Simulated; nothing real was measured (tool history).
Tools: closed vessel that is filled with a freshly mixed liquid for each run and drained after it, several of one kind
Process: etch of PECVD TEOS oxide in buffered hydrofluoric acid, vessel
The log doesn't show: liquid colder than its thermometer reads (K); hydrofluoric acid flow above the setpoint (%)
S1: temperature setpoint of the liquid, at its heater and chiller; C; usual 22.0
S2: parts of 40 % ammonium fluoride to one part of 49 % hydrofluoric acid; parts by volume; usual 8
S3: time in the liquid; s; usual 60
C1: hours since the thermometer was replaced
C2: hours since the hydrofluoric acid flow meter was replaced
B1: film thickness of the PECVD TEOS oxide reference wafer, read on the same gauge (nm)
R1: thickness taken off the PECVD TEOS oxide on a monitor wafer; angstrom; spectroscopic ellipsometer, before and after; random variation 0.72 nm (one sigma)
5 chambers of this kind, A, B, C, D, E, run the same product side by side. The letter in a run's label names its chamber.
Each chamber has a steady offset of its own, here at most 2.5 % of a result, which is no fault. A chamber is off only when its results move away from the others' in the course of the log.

run    day    S1  S2  S3      C1      C2      B1       R1
 1A  0.242  22.0   8  60  1644.0   407.0  130.03   807.26
 2D  0.479  22.0   8  60  1729.2  1970.6  129.99   784.64
 3C  0.633  22.0   8  60  1389.5   201.3  129.98   807.63
 4E  0.862  22.0   8  60   949.2   799.2  129.97   795.10
 5B  1.108  22.0   8  60   146.8   544.4  129.98   818.29
 6A  1.279  22.0   9  35  1668.9   431.9  129.99   411.00
 7E  1.500  22.0   9  35   964.5   814.5  129.99   414.03
 8B  1.696  22.0   9  35   160.9   558.5  129.98   411.78
 9D  1.875  22.0   9  35  1762.7  2004.1  130.03   403.25
10C  2.088  22.0   9  35  1424.4   236.2  130.00   417.52
11E  2.212  22.0   8  85   981.6   831.6  129.99  1152.80
12A  2.458  22.0   8  85  1697.2   460.2  130.00  1143.00
13C  2.567  22.0   8  85  1435.9   247.7  129.99  1142.00
14B  2.788  22.0   8  85   187.1   584.7  129.99  1153.10
15D  2.946  22.0   8  85  1788.4  2029.8  129.99  1126.90
16E  3.058  22.0   8  60  1001.9   851.9  130.02   808.21
17D  3.188  22.0   8  60  1794.2  2035.6  130.00   801.46
18A  3.354  22.0   8  60  1718.7   481.7  130.01   810.61
19B  3.542  22.0   8  60   205.2   602.8  130.00   818.99
20C  3.712  22.0   6  60  1463.4   275.2  130.01  1067.80
21E  3.946  22.0   6  60  1023.2   873.2  129.99  1054.60
22D  4.167  22.0   6  60  1817.7  2059.1  130.02  1042.70
23A  4.321  22.0   6  60  1741.9   504.9  130.00  1070.40
24B  4.525  22.0   6  60   228.8   626.4  129.99  1082.80
25C  4.675  18.5   8  35  1486.5   298.3  129.99   386.40
26C  4.883  18.5   8  35  1491.5   303.3  130.00   392.27
27D  5.062  18.5   8  35  1839.2  2080.6  130.00   387.78
28A  5.296  18.5   8  35  1765.3   528.3  129.97   380.78
29B  5.408  18.5   8  35   250.0   647.6  130.00   384.50
30E  5.629  22.0   8  60  1063.6   913.6  130.00   795.49
31E  5.854  22.0   8  60  1069.0   919.0  130.01   804.43
32A  6.033  25.5   8  60  1783.0   546.0  129.98   975.80
33D  6.179  25.5   8  60  1866.0  2107.4  130.01   947.38
34B  6.371  25.5   8  60   273.1   670.7  130.00   994.89
35C  6.550  25.5   8  60  1531.5   343.3  130.01   993.77
36C  6.729  25.5   8  60  1535.8   347.6  130.03   993.84
37E  6.971  22.0   8  60  1095.8   945.8  130.00   787.94
38D  7.133  22.0   8  60  1888.9  2130.3  130.02   803.85
39B  7.250  22.0   8  60   294.2   691.8  129.99   814.74
40A  7.404  22.0   8  60  1815.9   578.9  130.03   814.73
41D  7.542  22.0   8  60  1898.7  2140.1  130.01   794.08

Is one chamber off against the others, does the gauge drift, or is nothing wrong? If a chamber is off, say which, and what the likeliest cause is.

No chamber stands off beyond its own small offset, and the gauge holds steady.
